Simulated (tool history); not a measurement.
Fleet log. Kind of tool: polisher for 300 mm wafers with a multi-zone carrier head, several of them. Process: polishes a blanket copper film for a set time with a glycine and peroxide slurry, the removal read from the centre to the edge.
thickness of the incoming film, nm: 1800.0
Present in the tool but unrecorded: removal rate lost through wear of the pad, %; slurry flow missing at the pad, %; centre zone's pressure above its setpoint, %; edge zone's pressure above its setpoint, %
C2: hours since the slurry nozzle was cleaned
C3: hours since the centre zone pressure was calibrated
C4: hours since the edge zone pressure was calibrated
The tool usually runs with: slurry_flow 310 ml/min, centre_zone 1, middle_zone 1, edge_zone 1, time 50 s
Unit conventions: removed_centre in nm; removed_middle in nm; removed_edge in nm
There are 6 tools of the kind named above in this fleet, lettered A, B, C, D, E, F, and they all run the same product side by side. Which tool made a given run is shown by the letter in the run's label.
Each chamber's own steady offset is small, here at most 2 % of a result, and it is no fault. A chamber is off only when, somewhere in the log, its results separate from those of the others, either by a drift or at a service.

At hour 6.3: chamber A: edge zone pressure recalibrated.
At hour 8.4: chamber C: slurry nozzle cleaned.
Run 1B, hour 12.9: usual settings; wafers polished on this pad 326; C2 365.4; C3 125.7; C4 418.9. Result: removed_centre 199.63 nm, removed_middle 205.06 nm, removed_edge 200.42 nm.
At hour 18.5: chamber B: slurry nozzle cleaned.
Run 2C, hour 25.6: usual settings; wafers polished on this pad 503; C2 17.3; C3 156.7; C4 171.8. Result: removed_centre 200.66 nm, removed_middle 207.76 nm, removed_edge 199.25 nm.
Run 3F, hour 33.7: usual settings; wafers polished on this pad 842; C2 822; C3 466.7; C4 76.8. Result: removed_centre 199.25 nm, removed_middle 196.07 nm, removed_edge 198.82 nm.
Run 4E, hour 44.7: usual settings; wafers polished on this pad 666; C2 494; C3 220.4; C4 163.6. Result: removed_centre 200.26 nm, removed_middle 202.38 nm, removed_edge 200.58 nm.
At hour 51.9: chamber A: worn pad replaced by a new one.
Run 5A, hour 57.6: usual settings; wafers polished on this pad 36; C2 220.4; C3 334.6; C4 51.3. Result: removed_centre 201.54 nm, removed_middle 202.21 nm, removed_edge 198.49 nm.
Run 6D, hour 68.7: usual settings; wafers polished on this pad 648; C2 454.2; C3 842.2; C4 401.1. Result: removed_centre 202.58 nm, removed_middle 201.6 nm, removed_edge 201.39 nm.
At hour 69.3: chamber F: worn pad replaced by a new one.
At hour 74.3: chamber B: worn pad replaced by a new one.
Run 7C, hour 80.2: usual settings; wafers polished on this pad 855; C2 71.9; C3 211.3; C4 226.4. Result: removed_centre 203.09 nm, removed_middle 204.98 nm, removed_edge 198.37 nm.
At hour 90: chamber C: worn pad replaced by a new one.
Run 8D, hour 92.8: usual settings; wafers polished on this pad 804; C2 478.3; C3 866.3; C4 425.2. Result: removed_centre 199.71 nm, removed_middle 199.48 nm, removed_edge 199.51 nm.
At hour 99.3: chamber D: slurry nozzle cleaned.
Run 9F, hour 101.7: usual settings but centre_zone 0.94; wafers polished on this pad 209; C2 890; C3 534.7; C4 144.8. Result: removed_centre 186.41 nm, removed_middle 196.39 nm, removed_edge 201.09 nm.
At hour 103.5: chamber F: slurry nozzle cleaned.
Run 10B, hour 112.3: usual settings but centre_zone 0.94; wafers polished on this pad 246; C2 93.9; C3 225.1; C4 518.3. Result: removed_centre 189.06 nm, removed_middle 207.15 nm, removed_edge 200.75 nm.
At hour 114.6: chamber A: slurry nozzle cleaned.
Run 11A, hour 121.7: usual settings but centre_zone 0.94; wafers polished on this pad 450; C2 7.2; C3 398.7; C4 115.4. Result: removed_centre 188.16 nm, removed_middle 201.88 nm, removed_edge 200.54 nm.
Run 12E, hour 134.3: usual settings but centre_zone 0.94; wafers polished on this pad 1244; C2 583.6; C3 310; C4 253.2. Result: removed_centre 183.58 nm, removed_middle 202.57 nm, removed_edge 198.36 nm.
Run 13E, hour 142.7: usual settings but centre_zone 0.94; wafers polished on this pad 1299; C2 592; C3 318.4; C4 261.6. Result: removed_centre 185.85 nm, removed_middle 199.8 nm, removed_edge 201 nm.
At hour 144.1: chamber E: worn pad replaced by a new one.
Run 14A, hour 156.5: usual settings but centre_zone 0.94; wafers polished on this pad 675; C2 42; C3 433.5; C4 150.2. Result: removed_centre 188.26 nm, removed_middle 197.7 nm, removed_edge 201.65 nm.
Run 15B, hour 164.1: usual settings; wafers polished on this pad 580; C2 145.7; C3 276.9; C4 570.1. Result: removed_centre 202.28 nm, removed_middle 205.3 nm, removed_edge 201.81 nm.
At hour 166.5: chamber D: centre zone pressure recalibrated.
At hour 169.1: chamber B: worn pad replaced by a new one.
Run 16D, hour 173.3: usual settings; wafers polished on this pad 1323; C2 74.1; C3 6.9; C4 505.7. Result: removed_centre 194.52 nm, removed_middle 195.58 nm, removed_edge 196.74 nm.
At hour 173.5: chamber B: centre zone pressure recalibrated.
At hour 174.5: chamber A: worn pad replaced by a new one.
Run 17F, hour 180: usual settings; wafers polished on this pad 714; C2 76.6; C3 613; C4 223.1. Result: removed_centre 200.18 nm, removed_middle 197.79 nm, removed_edge 202.08 nm.
Run 18C, hour 193.7: usual settings; wafers polished on this pad 669; C2 185.4; C3 324.8; C4 339.9. Result: removed_centre 205.99 nm, removed_middle 197.56 nm, removed_edge 199.85 nm.
Run 19B, hour 206.6: usual settings; wafers polished on this pad 242; C2 188.2; C3 33.1; C4 612.6. Result: removed_centre 200.43 nm, removed_middle 198.96 nm, removed_edge 200.05 nm.
Run 20E, hour 221.7: usual settings; wafers polished on this pad 501; C2 671; C3 397.4; C4 340.6. Result: removed_centre 200.62 nm, removed_middle 207.74 nm, removed_edge 199.07 nm.
At hour 221.8: chamber F: worn pad replaced by a new one.
At hour 232.6: chamber C: worn pad replaced by a new one.
Run 21A, hour 234.8: usual settings; wafers polished on this pad 389; C2 120.3; C3 511.8; C4 228.5. Result: removed_centre 201.12 nm, removed_middle 200.93 nm, removed_edge 200.82 nm.
Run 22F, hour 244.3: usual settings; wafers polished on this pad 145; C2 140.9; C3 677.3; C4 287.4. Result: removed_centre 202.25 nm, removed_middle 203.75 nm, removed_edge 199.81 nm.
Run 23C, hour 254.3: usual settings; wafers polished on this pad 140; C2 246; C3 385.4; C4 400.5. Result: removed_centre 203.32 nm, removed_middle 197.17 nm, removed_edge 202.64 nm.
Run 24D, hour 262.9: usual settings but edge_zone 0.96; wafers polished on this pad 1902; C2 163.7; C3 96.5; C4 595.3. Result: removed_centre 191.91 nm, removed_middle 193.93 nm, removed_edge 187.67 nm.
At hour 267.2: chamber B: worn pad replaced by a new one.
At hour 269.7: chamber A: worn pad replaced by a new one.
Run 25F, hour 273.2: usual settings but edge_zone 0.96; wafers polished on this pad 332; C2 169.8; C3 706.2; C4 316.3. Result: removed_centre 201.29 nm, removed_middle 200.06 nm, removed_edge 196.72 nm.
Run 26C, hour 282.1: usual settings but edge_zone 0.96; wafers polished on this pad 319; C2 273.8; C3 413.2; C4 428.3. Result: removed_centre 201.21 nm, removed_middle 202.64 nm, removed_edge 196.41 nm.
Run 27D, hour 295.8: usual settings but edge_zone 0.96; wafers polished on this pad 2114; C2 196.6; C3 129.4; C4 628.2. Result: removed_centre 192.5 nm, removed_middle 188.63 nm, removed_edge 187.69 nm.
At hour 301.2: chamber F: centre zone pressure recalibrated.
Run 28B, hour 308.4: usual settings but edge_zone 0.96; wafers polished on this pad 266; C2 290; C3 134.9; C4 714.4. Result: removed_centre 203.85 nm, removed_middle 202.62 nm, removed_edge 192.23 nm.
Run 29E, hour 319.1: usual settings but edge_zone 0.96; wafers polished on this pad 1130; C2 768.4; C3 494.8; C4 438. Result: removed_centre 200.2 nm, removed_middle 204.19 nm, removed_edge 193.79 nm.
At hour 322.8: chamber E: centre zone pressure recalibrated.
At hour 328.9: chamber C: centre zone pressure recalibrated.
Run 30A, hour 332.7: usual settings; wafers polished on this pad 407; C2 218.2; C3 609.7; C4 326.4. Result: removed_centre 199.31 nm, removed_middle 199.5 nm, removed_edge 196.67 nm.
Run 31A, hour 344.1: usual settings; wafers polished on this pad 480; C2 229.6; C3 621.1; C4 337.8. Result: removed_centre 200.18 nm, removed_middle 200.68 nm, removed_edge 200.53 nm.
Run 32B, hour 356.4: usual settings; wafers polished on this pad 576; C2 338; C3 182.9; C4 762.4. Result: removed_centre 205.05 nm, removed_middle 197.53 nm, removed_edge 197.72 nm.
At hour 362.6: chamber A: edge zone pressure recalibrated.
Run 33C, hour 363.9: usual settings; wafers polished on this pad 847; C2 355.6; C3 35; C4 510.1. Result: removed_centre 203.92 nm, removed_middle 200.84 nm, removed_edge 197.64 nm.
Run 34D, hour 372.2: usual settings; wafers polished on this pad 2608; C2 273; C3 205.8; C4 704.6. Result: removed_centre 188.8 nm, removed_middle 188.39 nm, removed_edge 186.57 nm.
At hour 373.3: chamber E: worn pad replaced by a new one.
At hour 373.4: chamber F: worn pad replaced by a new one.
At hour 379.8: chamber B: worn pad replaced by a new one.
At hour 381.9: chamber C: worn pad replaced by a new one.
Run 35F, hour 383.3: usual settings; wafers polished on this pad 64; C2 279.9; C3 82.1; C4 426.4. Result: removed_centre 199.13 nm, removed_middle 205.66 nm, removed_edge 199.78 nm.
At hour 384: chamber A: worn pad replaced by a new one.
At hour 389.5: chamber F: edge zone pressure recalibrated.
Run 36E, hour 390.5: usual settings but centre_zone 0.92; wafers polished on this pad 111; C2 839.8; C3 67.8; C4 509.4. Result: removed_centre 181 nm, removed_middle 201.27 nm, removed_edge 200.31 nm.
Run 37A, hour 400.5: usual settings but centre_zone 0.92; wafers polished on this pad 106; C2 286; C3 677.5; C4 37.9. Result: removed_centre 182.7 nm, removed_middle 197.98 nm, removed_edge 198.5 nm.
Run 38B, hour 409.1: usual settings but centre_zone 0.92; wafers polished on this pad 189; C2 390.7; C3 235.6; C4 815.1. Result: removed_centre 184.52 nm, removed_middle 206.3 nm, removed_edge 201.33 nm.
Run 39D, hour 421.3: usual settings but centre_zone 0.92; wafers polished on this pad 2925; C2 322.1; C3 254.9; C4 753.7. Result: removed_centre 173.16 nm, removed_middle 188.57 nm, removed_edge 187.01 nm.
Run 40C, hour 435: usual settings but centre_zone 0.92; wafers polished on this pad 343; C2 426.7; C3 106.1; C4 581.2. Result: removed_centre 186.18 nm, removed_middle 201.93 nm, removed_edge 202.24 nm.
Run 41F, hour 445.3: usual settings but centre_zone 0.92; wafers polished on this pad 464; C2 341.9; C3 144.1; C4 55.8. Result: removed_centre 179.96 nm, removed_middle 201.76 nm, removed_edge 199.7 nm.

One chamber off, gauge drift, or nothing amiss beyond the chambers' own small offsets? If it is a chamber, which one, and what is the likeliest cause?

One chamber, D, drifts off from the rest bit by bit.
Cause: removal rate lost through wear of the pad, % = 7.51.

Below are 4 candidate recipes for chamber D's next run, each the usual settings with a change, their results shown as question marks. Which of them brings D's results back in line with what the other chambers give on the usual settings?
Allowed miss from the other chambers' usual-settings mean, per result, to count as in line: removed_centre 5.9 nm; removed_middle 8.6 nm; removed_edge 5.2 nm
Run 42D-1, hour 456.1: usual settings but time 49 s. Result: removed_centre ?, removed_middle ?, removed_edge ?.
Run 42D-2, hour 456.1: usual settings but middle_zone 0.99, time 47 s. Result: removed_centre ?, removed_middle ?, removed_edge ?.
Run 42D-3, hour 456.1: usual settings but time 51 s. Result: removed_centre ?, removed_middle ?, removed_edge ?.
Run 42D-4, hour 456.1: usual settings but middle_zone 1.01, time 54 s. Result: removed_centre ?, removed_middle ?, removed_edge ?.

The mean the other chambers reach with the usual settings: removed_centre 200.31 nm; removed_middle 200.85 nm; removed_edge 199.87 nm
  run  removed_centre  removed_middle  removed_edge
42D-1          183.83          182.97        181.65
42D-2          176.32          173.87        174.26
42D-3          191.34          190.44        189.06
42D-4          202.61          203.52        200.15
With 42D-4, the chamber falls back in line with the rest.
